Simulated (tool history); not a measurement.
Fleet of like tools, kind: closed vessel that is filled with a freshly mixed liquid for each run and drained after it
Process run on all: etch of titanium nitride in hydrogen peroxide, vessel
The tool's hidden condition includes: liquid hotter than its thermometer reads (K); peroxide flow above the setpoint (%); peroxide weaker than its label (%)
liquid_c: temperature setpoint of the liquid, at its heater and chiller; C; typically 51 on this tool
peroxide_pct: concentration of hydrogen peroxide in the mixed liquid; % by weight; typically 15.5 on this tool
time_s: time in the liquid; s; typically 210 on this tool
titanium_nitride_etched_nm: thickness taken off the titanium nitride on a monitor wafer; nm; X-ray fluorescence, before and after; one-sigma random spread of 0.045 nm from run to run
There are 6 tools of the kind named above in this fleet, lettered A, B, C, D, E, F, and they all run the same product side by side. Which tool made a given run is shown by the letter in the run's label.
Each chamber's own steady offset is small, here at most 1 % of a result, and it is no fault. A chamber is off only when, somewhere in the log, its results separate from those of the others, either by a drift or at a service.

| run | hour | liquid_c | peroxide_pct | time_s | hours since the thermometer was replaced | hours since the peroxide flow meter was replaced | hours since the drum of peroxide was connected | read-back film thickness of the titanium nitride reference wafer, read on the same gauge (nm) | titanium_nitride_etched_nm |
|---|---|---|---|---|---|---|---|---|---|
| 1E | 6.4 | 51 | 15.5 | 210 | 346.8 | 1591.2 | 351.6 | 140 | 7.832 |
| 2C | 15.6 | 51 | 15.5 | 210 | 1378.1 | 258.1 | 196.9 | 140.01 | 7.8522 |
| 3F | 26.4 | 51 | 15.5 | 210 | 351.6 | 369.4 | 1283.9 | 140.02 | 7.8363 |
| 4B | 33 | 51 | 15.5 | 210 | 905.6 | 803 | 271.1 | 140 | 7.8463 |
| 5D | 39.8 | 51 | 15.5 | 210 | 1522.7 | 617.7 | 379.4 | 140 | 7.8501 |
|  | 44.9 | chamber D: peroxide flow meter replaced |
| 6A | 46.5 | 51 | 15.5 | 210 | 206.9 | 1616.3 | 887.9 | 140 | 7.8763 |
| 7D | 58.2 | 51 | 15.5 | 210 | 1541.1 | 13.3 | 397.8 | 140.01 | 7.8661 |
| 8E | 70.4 | 51 | 15.5 | 210 | 410.8 | 1655.2 | 415.6 | 139.99 | 7.868 |
| 9F | 81.9 | 51 | 15.5 | 210 | 407.1 | 424.9 | 1339.4 | 139.99 | 7.8879 |
| 10A | 89.7 | 51 | 15.5 | 210 | 250.1 | 1659.5 | 931.1 | 140.02 | 7.802 |
| 11C | 101.2 | 51 | 15.5 | 210 | 1463.7 | 343.7 | 282.5 | 139.99 | 7.8274 |
| 12B | 108.8 | 51 | 15.5 | 210 | 981.4 | 878.8 | 346.9 | 139.99 | 7.7899 |
| 13F | 117.9 | 51 | 15.5 | 210 | 443.1 | 460.9 | 1375.4 | 140 | 8.0046 |
| 14A | 124 | 51 | 15.5 | 210 | 284.4 | 1693.8 | 965.4 | 140 | 7.8371 |
| 15E | 132.6 | 51 | 15.5 | 210 | 473 | 1717.4 | 477.8 | 140 | 7.7673 |
| 16B | 139.3 | 51 | 15.5 | 210 | 1011.9 | 909.3 | 377.4 | 140 | 7.8793 |
|  | 144.7 | chamber E: thermometer replaced |
| 17C | 151 | 51 | 15.5 | 210 | 1513.5 | 393.5 | 332.3 | 140 | 7.8298 |
|  | 151.7 | chamber B: peroxide flow meter replaced |
|  | 158.8 | chamber E: new drum of peroxide connected |
| 18D | 160.1 | 51 | 15.5 | 210 | 1643 | 115.2 | 499.7 | 139.99 | 7.8115 |
| 19C | 171.8 | 55 | 15.5 | 330 | 1534.3 | 414.3 | 353.1 | 139.99 | 16.357 |
| 20E | 181.6 | 55 | 15.5 | 330 | 37 | 1766.4 | 22.8 | 139.99 | 16.684 |
| 21D | 193.6 | 55 | 15.5 | 330 | 1676.5 | 148.7 | 533.2 | 139.98 | 16.236 |
| 22B | 201.7 | 55 | 15.5 | 330 | 1074.3 | 50.1 | 439.8 | 140 | 16.325 |
| 23F | 213.1 | 55 | 15.5 | 330 | 538.3 | 556.1 | 1470.6 | 140 | 17.267 |
| 24A | 220.4 | 55 | 15.5 | 330 | 380.8 | 1790.2 | 1061.8 | 140.01 | 16.366 |
|  | 223.6 | chamber F: new drum of peroxide connected |
| 25A | 228.7 | 51 | 15.5 | 210 | 389.1 | 1798.5 | 1070.1 | 139.99 | 7.8204 |
| 26C | 239.6 | 51 | 15.5 | 210 | 1602.1 | 482.1 | 420.9 | 139.98 | 7.8441 |
| 27D | 250.3 | 51 | 15.5 | 210 | 1733.2 | 205.4 | 589.9 | 140 | 7.8081 |
|  | 260.8 | chamber C: new drum of peroxide connected |
| 28B | 260.9 | 51 | 15.5 | 210 | 1133.5 | 109.3 | 499 | 139.98 | 7.7836 |
| 29E | 270.4 | 51 | 15.5 | 210 | 125.8 | 1855.2 | 111.6 | 140 | 7.8678 |
| 30F | 278.7 | 51 | 15.5 | 210 | 603.9 | 621.7 | 55.1 | 140.01 | 8.2624 |
| 31A | 286.8 | 51 | 15.5 | 210 | 447.2 | 1856.6 | 1128.2 | 140 | 7.7987 |
| 32E | 295 | 51 | 15.5 | 210 | 150.4 | 1879.8 | 136.2 | 140 | 7.7921 |
| 33F | 301.4 | 51 | 15.5 | 210 | 626.6 | 644.4 | 77.8 | 139.99 | 8.3945 |
| 34D | 309.3 | 51 | 15.5 | 315 | 1792.2 | 264.4 | 648.9 | 140.02 | 11.765 |
| 35C | 320.8 | 51 | 15.5 | 315 | 1683.3 | 563.3 | 60 | 139.99 | 11.803 |
| 36B | 329.3 | 51 | 15.5 | 315 | 1201.9 | 177.7 | 567.4 | 140 | 11.774 |
| 37C | 335.6 | 51 | 15.5 | 315 | 1698.1 | 578.1 | 74.8 | 140.01 | 11.758 |

One chamber off, gauge drift, or nothing amiss beyond the chambers' own small offsets? If it is a chamber, which one, and what is the likeliest cause?

It is chamber F that slowly wanders off from its peers.
What lies behind it: liquid hotter than its thermometer reads (K) = 0.966.

Here are 4 candidates for chamber F's next run, each the usual settings with a change, their results left as question marks. Which one brings its results back in line with what the others give on the usual settings?
Counts as in line when no further than this from what the other chambers average on the usual settings: titanium_nitride_etched_nm 0.16 nm
| 38F-1 | 344.3 | 50 | 15.5 | 210 |  |  |  |  | ? |
| 38F-2 | 344.3 | 51 | 21.5 | 210 |  |  |  |  | ? |
| 38F-3 | 344.3 | 51 | 18 | 210 |  |  |  |  | ? |
| 38F-4 | 344.3 | 50.5 | 15.5 | 210 |  |  |  |  | ? |

Mean of the other chambers on the usual settings: titanium_nitride_etched_nm 7.8466 nm
| run | titanium_nitride_etched_nm |
|---|---|
| 38F-1 | 7.8319 |
| 38F-2 | 9.0272 |
| 38F-3 | 8.6901 |
| 38F-4 | 8.1177 |
The answer is 38F-1, which returns the chamber to within the allowed miss of the others.

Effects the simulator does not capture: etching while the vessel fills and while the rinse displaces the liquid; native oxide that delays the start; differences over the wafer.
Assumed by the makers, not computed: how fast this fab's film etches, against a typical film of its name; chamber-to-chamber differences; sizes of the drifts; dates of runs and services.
